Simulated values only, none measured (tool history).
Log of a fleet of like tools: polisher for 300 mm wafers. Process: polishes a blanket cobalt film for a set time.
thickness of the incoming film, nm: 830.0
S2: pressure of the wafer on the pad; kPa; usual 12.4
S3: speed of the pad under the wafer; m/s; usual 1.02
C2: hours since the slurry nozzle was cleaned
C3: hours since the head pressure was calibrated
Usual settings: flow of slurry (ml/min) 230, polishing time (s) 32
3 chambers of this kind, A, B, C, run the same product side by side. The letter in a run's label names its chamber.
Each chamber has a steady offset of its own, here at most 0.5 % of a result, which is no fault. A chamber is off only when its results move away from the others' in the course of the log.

Run 1B, hour 4: usual settings; wafers polished on this pad 181; C2 270.2; C3 407.2. Result: film removed (nm) 153.13.
Run 2C, hour 9.3: usual settings; wafers polished on this pad 666; C2 231.2; C3 395.7. Result: film removed (nm) 152.95.
Run 3A, hour 13: usual settings; wafers polished on this pad 869; C2 204.4; C3 799.9. Result: film removed (nm) 156.82.
Run 4A, hour 18: usual settings; wafers polished on this pad 926; C2 209.4; C3 804.9. Result: film removed (nm) 153.12.
At hour 19.9: chamber A: worn pad replaced by a new one.
Run 5B, hour 23.9: usual settings but S2 13.8 kPa, polishing time (s) 37; wafers polished on this pad 406; C2 290.1; C3 427.1. Result: film removed (nm) 195.76.
Run 6C, hour 28.5: usual settings but S2 13.8 kPa, polishing time (s) 37; wafers polished on this pad 884; C2 250.4; C3 414.9. Result: film removed (nm) 192.07.
Run 7A, hour 34.3: usual settings but S2 13.8 kPa, polishing time (s) 37; wafers polished on this pad 163; C2 225.7; C3 821.2. Result: film removed (nm) 196.46.
At hour 38.4: chamber B: worn pad replaced by a new one.
Run 8B, hour 38.6: usual settings; wafers polished on this pad 2; C2 304.8; C3 441.8. Result: film removed (nm) 154.93.
Run 9C, hour 43.7: usual settings; wafers polished on this pad 1056; C2 265.6; C3 430.1. Result: film removed (nm) 154.04.
Run 10C, hour 47.7: usual settings; wafers polished on this pad 1101; C2 269.6; C3 434.1. Result: film removed (nm) 151.55.
Run 11B, hour 52.4: usual settings; wafers polished on this pad 158; C2 318.6; C3 455.6. Result: film removed (nm) 152.55.
At hour 54.5: chamber A: head pressure recalibrated.
Run 12A, hour 58.1: usual settings; wafers polished on this pad 432; C2 249.5; C3 3.6. Result: film removed (nm) 163.44.
Run 13C, hour 61.7: usual settings; wafers polished on this pad 1260; C2 283.6; C3 448.1. Result: film removed (nm) 152.13.
At hour 65.6: chamber C: worn pad replaced by a new one.
Run 14A, hour 66: usual settings; wafers polished on this pad 522; C2 257.4; C3 11.5. Result: film removed (nm) 164.13.
Run 15B, hour 72.4: usual settings but S2 11 kPa; wafers polished on this pad 385; C2 338.6; C3 475.6. Result: film removed (nm) 136.23.
At hour 77.9: chamber B: worn pad replaced by a new one.
Run 16C, hour 79.5: usual settings but S2 11 kPa; wafers polished on this pad 157; C2 301.4; C3 465.9. Result: film removed (nm) 136.46.
Run 17B, hour 84.9: usual settings but S2 11 kPa; wafers polished on this pad 80; C2 351.1; C3 488.1. Result: film removed (nm) 138.8.
Run 18A, hour 89.3: usual settings; wafers polished on this pad 786; C2 280.7; C3 34.8. Result: film removed (nm) 161.96.
Run 19C, hour 94.3: usual settings; wafers polished on this pad 325; C2 316.2; C3 480.7. Result: film removed (nm) 153.29.
Run 20B, hour 101: usual settings but S2 16.5 kPa, polishing time (s) 41; wafers polished on this pad 262; C2 367.2; C3 504.2. Result: film removed (nm) 258.92.
Run 21A, hour 104.9: usual settings but S2 16.5 kPa, polishing time (s) 41; wafers polished on this pad 963; C2 296.3; C3 50.4. Result: film removed (nm) 278.99.
At hour 109.6: chamber A: worn pad replaced by a new one.
Run 22C, hour 109.6: usual settings but S2 16.5 kPa, polishing time (s) 41; wafers polished on this pad 498; C2 331.5; C3 496. Result: film removed (nm) 262.84.
Run 23A, hour 114.6: usual settings; wafers polished on this pad 57; C2 306; C3 60.1. Result: film removed (nm) 162.05.
At hour 117.9: chamber B: worn pad replaced by a new one.
Run 24B, hour 120.4: usual settings; wafers polished on this pad 29; C2 386.6; C3 523.6. Result: film removed (nm) 151.25.
Run 25B, hour 125.4: usual settings; wafers polished on this pad 86; C2 391.6; C3 528.6. Result: film removed (nm) 154.69.
Run 26A, hour 131.4: usual settings but flow of slurry (ml/min) 270, S3 1.3 m/s; wafers polished on this pad 248; C2 322.8; C3 76.9. Result: film removed (nm) 219.58.
Run 27C, hour 137.5: usual settings but flow of slurry (ml/min) 270, S3 1.3 m/s; wafers polished on this pad 814; C2 359.4; C3 523.9. Result: film removed (nm) 197.85.
Run 28C, hour 141.2: usual settings but flow of slurry (ml/min) 270, S3 1.3 m/s; wafers polished on this pad 856; C2 363.1; C3 527.6. Result: film removed (nm) 194.64.
Run 29A, hour 144.8: usual settings; wafers polished on this pad 399; C2 336.2; C3 90.3. Result: film removed (nm) 163.88.
Run 30B, hour 150.1: usual settings; wafers polished on this pad 365; C2 416.3; C3 553.3. Result: film removed (nm) 151.24.
Run 31C, hour 155.4: usual settings; wafers polished on this pad 1017; C2 377.3; C3 541.8. Result: film removed (nm) 151.64.
At hour 157.6: chamber B: worn pad replaced by a new one.
Run 32A, hour 159.2: usual settings; wafers polished on this pad 562; C2 350.6; C3 104.7. Result: film removed (nm) 165.07.
Run 33B, hour 164.3: usual settings; wafers polished on this pad 76; C2 430.5; C3 567.5. Result: film removed (nm) 149.55.
Run 34C, hour 167.7: usual settings; wafers polished on this pad 1156; C2 389.6; C3 554.1. Result: film removed (nm) 150.02.
Run 35A, hour 172.3: usual settings; wafers polished on this pad 711; C2 363.7; C3 117.8. Result: film removed (nm) 162.81.
Run 36B, hour 179.3: usual settings; wafers polished on this pad 246; C2 445.5; C3 582.5. Result: film removed (nm) 155.94.

Is one chamber off against the others, does the gauge drift, or is nothing wrong? If a chamber is off, say which, and what the likeliest cause is.

A service left chamber A off against the others.
Cause: head's pressure above its setpoint, % = 7.69.

Here are 4 candidates for chamber A's next run, each the usual settings with a change, their results left as question marks. Which one brings its results back in line with what the others give on the usual settings?
In line means no further than this from the other chambers' mean on the usual settings: film removed (nm) 5.7
Run 37A-1, hour 184.4: usual settings but S2 11.7 kPa, polishing time (s) 29. Result: film removed (nm) ?.
Run 37A-2, hour 184.4: usual settings but flow of slurry (ml/min) 235, polishing time (s) 35. Result: film removed (nm) ?.
Run 37A-3, hour 184.4: usual settings but S2 13.1 kPa, S3 1.08 m/s, polishing time (s) 34. Result: film removed (nm) ?.
Run 37A-4, hour 184.4: usual settings but S3 0.94 m/s. Result: film removed (nm) ?.

The other chambers' mean on the usual settings: film removed (nm) 152.7
  run  film removed (nm)
37A-1             141.29
37A-2             180.87
37A-3             195.91
37A-4             151.82
37A-4 brings the chamber back in line.

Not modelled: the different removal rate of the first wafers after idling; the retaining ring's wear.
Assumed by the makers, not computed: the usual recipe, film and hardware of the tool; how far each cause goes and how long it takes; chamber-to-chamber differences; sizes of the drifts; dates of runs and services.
